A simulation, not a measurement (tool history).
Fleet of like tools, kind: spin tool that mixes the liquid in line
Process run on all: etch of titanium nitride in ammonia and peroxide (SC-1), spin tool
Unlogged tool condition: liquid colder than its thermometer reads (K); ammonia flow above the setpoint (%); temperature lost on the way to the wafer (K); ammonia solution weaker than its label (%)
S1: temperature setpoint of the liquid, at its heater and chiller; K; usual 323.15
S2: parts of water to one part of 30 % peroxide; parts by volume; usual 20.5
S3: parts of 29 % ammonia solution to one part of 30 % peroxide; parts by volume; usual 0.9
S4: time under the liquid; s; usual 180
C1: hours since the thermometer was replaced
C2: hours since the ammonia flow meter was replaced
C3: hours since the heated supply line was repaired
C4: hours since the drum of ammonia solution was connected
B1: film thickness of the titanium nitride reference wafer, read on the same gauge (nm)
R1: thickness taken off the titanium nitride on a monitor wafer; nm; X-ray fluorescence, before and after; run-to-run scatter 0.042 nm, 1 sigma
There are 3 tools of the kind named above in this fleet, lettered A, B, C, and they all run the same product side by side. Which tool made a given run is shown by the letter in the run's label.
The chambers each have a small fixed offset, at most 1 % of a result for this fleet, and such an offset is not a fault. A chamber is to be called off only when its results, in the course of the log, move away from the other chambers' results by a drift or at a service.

run 1A hour=4.1 | S1=323.15 S2=20.5 S3=0.9 S4=180 | C1=573.6 C2=711.6 C3=150.3 C4=784.2 | B1=150.00 | R1=10.3780
run 2B hour=10.4 | S1=323.15 S2=20.5 S3=0.9 S4=180 | C1=584.7 C2=568.9 C3=1141.2 C4=364.5 | B1=149.97 | R1=10.6180
run 3C hour=17.5 | S1=323.15 S2=20.5 S3=0.9 S4=180 | C1=1874.8 C2=1239.0 C3=441.4 C4=820.4 | B1=150.02 | R1=10.5100
run 4A hour=23.3 | S1=323.15 S2=20.5 S3=0.9 S4=180 | C1=592.8 C2=730.8 C3=169.5 C4=803.4 | B1=150.01 | R1=10.3890
run 5C hour=30.3 | S1=323.15 S2=20.5 S3=0.9 S4=180 | C1=1887.6 C2=1251.8 C3=454.2 C4=833.2 | B1=150.00 | R1=10.4870
run 6B hour=33.9 | S1=323.15 S2=20.5 S3=0.9 S4=180 | C1=608.2 C2=592.4 C3=1164.7 C4=388.0 | B1=149.99 | R1=10.5830
run 7C hour=37.9 | S1=323.15 S2=20.5 S3=0.9 S4=180 | C1=1895.2 C2=1259.4 C3=461.8 C4=840.8 | B1=150.02 | R1=10.5140
run 8A hour=44.9 | S1=323.15 S2=20.5 S3=0.9 S4=180 | C1=614.4 C2=752.4 C3=191.1 C4=825.0 | B1=149.97 | R1=10.3800
run 9B hour=50.2 | S1=323.15 S2=20.5 S3=0.9 S4=180 | C1=624.5 C2=608.7 C3=1181.0 C4=404.3 | B1=150.01 | R1=10.5430
run 10C hour=54.0 | S1=323.15 S2=20.5 S3=0.9 S4=180 | C1=1911.3 C2=1275.5 C3=477.9 C4=856.9 | B1=150.01 | R1=10.4780
run 11A hour=60.8 | S1=323.15 S2=20.5 S3=0.9 S4=180 | C1=630.3 C2=768.3 C3=207.0 C4=840.9 | B1=149.99 | R1=10.4030
run 12B hour=67.1 | S1=319.65 S2=26.0 S3=0.9 S4=180 | C1=641.4 C2=625.6 C3=1197.9 C4=421.2 | B1=150.00 | R1=7.2305
run 13B hour=73.3 | S1=319.65 S2=26.0 S3=0.9 S4=180 | C1=647.6 C2=631.8 C3=1204.1 C4=427.4 | B1=150.01 | R1=7.1879
run 14A hour=80.2 | S1=319.65 S2=26.0 S3=0.9 S4=180 | C1=649.7 C2=787.7 C3=226.4 C4=860.3 | B1=150.02 | R1=7.1187
run 15C hour=85.3 | S1=323.15 S2=20.5 S3=0.9 S4=180 | C1=1942.6 C2=1306.8 C3=509.2 C4=888.2 | B1=150.00 | R1=10.3400
run 16A hour=92.0 | S1=323.15 S2=20.5 S3=0.9 S4=180 | C1=661.5 C2=799.5 C3=238.2 C4=872.1 | B1=149.98 | R1=10.3890
run 17C hour=96.0 | S1=323.15 S2=20.5 S3=0.9 S4=180 | C1=1953.3 C2=1317.5 C3=519.9 C4=898.9 | B1=150.01 | R1=10.2740
run 18B hour=100.6 | S1=323.15 S2=20.5 S3=1.2 S4=180 | C1=674.9 C2=659.1 C3=1231.4 C4=454.7 | B1=149.99 | R1=11.0510
run 19B hour=105.9 | S1=323.15 S2=20.5 S3=1.2 S4=180 | C1=680.2 C2=664.4 C3=1236.7 C4=460.0 | B1=150.00 | R1=11.0420
run 20A hour=109.6 | S1=323.15 S2=20.5 S3=1.2 S4=180 | C1=679.1 C2=817.1 C3=255.8 C4=889.7 | B1=150.00 | R1=10.9630
run 21C hour=115.2 | S1=323.15 S2=20.5 S3=0.9 S4=180 | C1=1972.5 C2=1336.7 C3=539.1 C4=918.1 | B1=150.02 | R1=10.1660
run 22C hour=118.9 | S1=323.15 S2=20.5 S3=0.9 S4=180 | C1=1976.2 C2=1340.4 C3=542.8 C4=921.8 | B1=150.00 | R1=10.1860
-- hour=122.1 chamber C: new drum of ammonia solution connected
run 23B hour=125.8 | S1=323.15 S2=13.5 S3=0.9 S4=180 | C1=700.1 C2=684.3 C3=1256.6 C4=479.9 | B1=149.98 | R1=13.2950
run 24A hour=131.5 | S1=323.15 S2=13.5 S3=0.9 S4=180 | C1=701.0 C2=839.0 C3=277.7 C4=911.6 | B1=149.98 | R1=13.0030
run 25C hour=135.5 | S1=323.15 S2=13.5 S3=0.9 S4=180 | C1=1992.8 C2=1357.0 C3=559.4 C4=13.5 | B1=150.00 | R1=12.6540
run 26A hour=140.9 | S1=323.15 S2=20.5 S3=0.9 S4=180 | C1=710.4 C2=848.4 C3=287.1 C4=921.0 | B1=149.98 | R1=10.4260
run 27B hour=144.4 | S1=323.15 S2=20.5 S3=0.9 S4=180 | C1=718.7 C2=702.9 C3=1275.2 C4=498.5 | B1=150.01 | R1=10.5440
-- hour=148.6 chamber B: new drum of ammonia solution connected
run 28C hour=149.2 | S1=323.15 S2=20.5 S3=0.9 S4=180 | C1=2006.5 C2=1370.7 C3=573.1 C4=27.2 | B1=150.01 | R1=10.0660
run 29B hour=155.1 | S1=323.15 S2=20.5 S3=0.9 S4=180 | C1=729.4 C2=713.6 C3=1285.9 C4=6.5 | B1=150.00 | R1=10.5540
run 30A hour=160.0 | S1=323.15 S2=20.5 S3=0.9 S4=180 | C1=729.5 C2=867.5 C3=306.2 C4=940.1 | B1=150.01 | R1=10.3860
run 31B hour=167.2 | S1=323.15 S2=20.5 S3=0.9 S4=180 | C1=741.5 C2=725.7 C3=1298.0 C4=18.6 | B1=149.99 | R1=10.5740
run 32A hour=174.3 | S1=323.15 S2=20.5 S3=0.9 S4=180 | C1=743.8 C2=881.8 C3=320.5 C4=954.4 | B1=149.97 | R1=10.3900

Predict what each chamber gives when all 3 of them run the settings below next.
run 33A hour=179.6 | S1=332.65 S2=20.5 S3=0.9 S4=180 | R1=?
run 33B hour=179.6 | S1=332.65 S2=20.5 S3=0.9 S4=180 | R1=?
run 33C hour=179.6 | S1=332.65 S2=20.5 S3=0.9 S4=180 | R1=?

run=33A R1=19.7600
run=33B R1=20.2040
run=33C R1=18.7940
